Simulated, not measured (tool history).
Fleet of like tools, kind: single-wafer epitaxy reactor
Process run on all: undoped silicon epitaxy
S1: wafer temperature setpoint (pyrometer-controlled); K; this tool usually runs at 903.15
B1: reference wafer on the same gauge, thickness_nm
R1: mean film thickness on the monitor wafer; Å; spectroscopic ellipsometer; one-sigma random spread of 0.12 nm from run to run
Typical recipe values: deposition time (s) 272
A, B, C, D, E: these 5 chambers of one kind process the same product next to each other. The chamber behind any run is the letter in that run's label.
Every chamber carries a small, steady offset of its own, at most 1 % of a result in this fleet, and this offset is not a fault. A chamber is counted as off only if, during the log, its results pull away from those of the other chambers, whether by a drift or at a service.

run 1A hour=11.3 | S1=903.15 deposition_time_(s)=272 | B1=25.692 | R1=291.49
run 2D hour=27.1 | S1=903.15 deposition_time_(s)=272 | B1=25.701 | R1=292.63
run 3E hour=42.6 | S1=903.15 deposition_time_(s)=272 | B1=25.717 | R1=294.07
run 4B hour=57.4 | S1=903.15 deposition_time_(s)=272 | B1=25.698 | R1=293.99
run 5C hour=68.6 | S1=903.15 deposition_time_(s)=272 | B1=25.696 | R1=294.58
run 6C hour=81.6 | S1=903.15 deposition_time_(s)=272 | B1=25.666 | R1=294.4
run 7B hour=94.2 | S1=903.15 deposition_time_(s)=272 | B1=25.726 | R1=292.09
run 8D hour=107.2 | S1=903.15 deposition_time_(s)=272 | B1=25.691 | R1=291.43
run 9E hour=121.7 | S1=903.15 deposition_time_(s)=272 | B1=25.688 | R1=295.2
run 10A hour=134.3 | S1=903.15 deposition_time_(s)=272 | B1=25.718 | R1=294.03
run 11D hour=142.1 | S1=903.15 deposition_time_(s)=272 | B1=25.674 | R1=292.8
run 12E hour=149.2 | S1=903.15 deposition_time_(s)=302 | B1=25.73 | R1=324.95
run 13B hour=156.7 | S1=903.15 deposition_time_(s)=302 | B1=25.693 | R1=325.61
run 14A hour=167.6 | S1=903.15 deposition_time_(s)=302 | B1=25.689 | R1=325.69
-- hour=176 chamber B: pyrometer calibrated
run 15C hour=180.7 | S1=903.15 deposition_time_(s)=302 | B1=25.706 | R1=327.79
run 16C hour=188.5 | S1=903.15 deposition_time_(s)=302 | B1=25.679 | R1=326.52
run 17D hour=203.2 | S1=903.15 deposition_time_(s)=272 | B1=25.7 | R1=290.87
run 18E hour=213.7 | S1=903.15 deposition_time_(s)=272 | B1=25.685 | R1=295.03
run 19A hour=224.9 | S1=892.15 deposition_time_(s)=272 | B1=25.707 | R1=227.87
run 20B hour=233.7 | S1=892.15 deposition_time_(s)=272 | B1=25.722 | R1=234.35
run 21A hour=247.6 | S1=892.15 deposition_time_(s)=272 | B1=25.709 | R1=226.64
-- hour=250.9 chamber D: pyrometer calibrated
run 22C hour=258.8 | S1=892.15 deposition_time_(s)=272 | B1=25.694 | R1=226.85
run 23D hour=269.8 | S1=892.15 deposition_time_(s)=272 | B1=25.705 | R1=226.57
run 24E hour=280.4 | S1=903.15 deposition_time_(s)=272 | B1=25.701 | R1=295.05
run 25B hour=292.9 | S1=903.15 deposition_time_(s)=272 | B1=25.712 | R1=301.37
run 26B hour=304 | S1=903.15 deposition_time_(s)=272 | B1=25.717 | R1=302.49
run 27A hour=319.3 | S1=903.15 deposition_time_(s)=272 | B1=25.703 | R1=294.86
run 28D hour=333.4 | S1=895.15 deposition_time_(s)=310 | B1=25.668 | R1=278.1
run 29C hour=349.4 | S1=895.15 deposition_time_(s)=310 | B1=25.744 | R1=278.45
run 30E hour=358.3 | S1=895.15 deposition_time_(s)=310 | B1=25.69 | R1=277.69
run 31D hour=366.1 | S1=895.15 deposition_time_(s)=310 | B1=25.715 | R1=276.35
run 32C hour=377.6 | S1=895.15 deposition_time_(s)=310 | B1=25.689 | R1=278.4
run 33B hour=386.9 | S1=903.15 deposition_time_(s)=272 | B1=25.698 | R1=303.03
run 34E hour=399.9 | S1=903.15 deposition_time_(s)=272 | B1=25.715 | R1=293.36
run 35A hour=415.6 | S1=903.15 deposition_time_(s)=272 | B1=25.695 | R1=293.4
run 36D hour=430.8 | S1=903.15 deposition_time_(s)=272 | B1=25.702 | R1=292.04
run 37C hour=443.4 | S1=903.15 deposition_time_(s)=272 | B1=25.698 | R1=292
run 38B hour=453.2 | S1=903.15 deposition_time_(s)=272 | B1=25.708 | R1=302.43
run 39E hour=467.3 | S1=903.15 deposition_time_(s)=272 | B1=25.699 | R1=292.95

The same settings go to every chamber for the next run, one line per chamber below. Forecast the results for each:
run 40A hour=478.8 | S1=903.15 deposition_time_(s)=304 | R1=?
run 40B hour=478.8 | S1=903.15 deposition_time_(s)=304 | R1=?
run 40C hour=478.8 | S1=903.15 deposition_time_(s)=304 | R1=?
run 40D hour=478.8 | S1=903.15 deposition_time_(s)=304 | R1=?
run 40E hour=478.8 | S1=903.15 deposition_time_(s)=304 | R1=?

run=40A R1=326.54
run=40B R1=338.05
run=40C R1=329.65
run=40D R1=326.52
run=40E R1=329
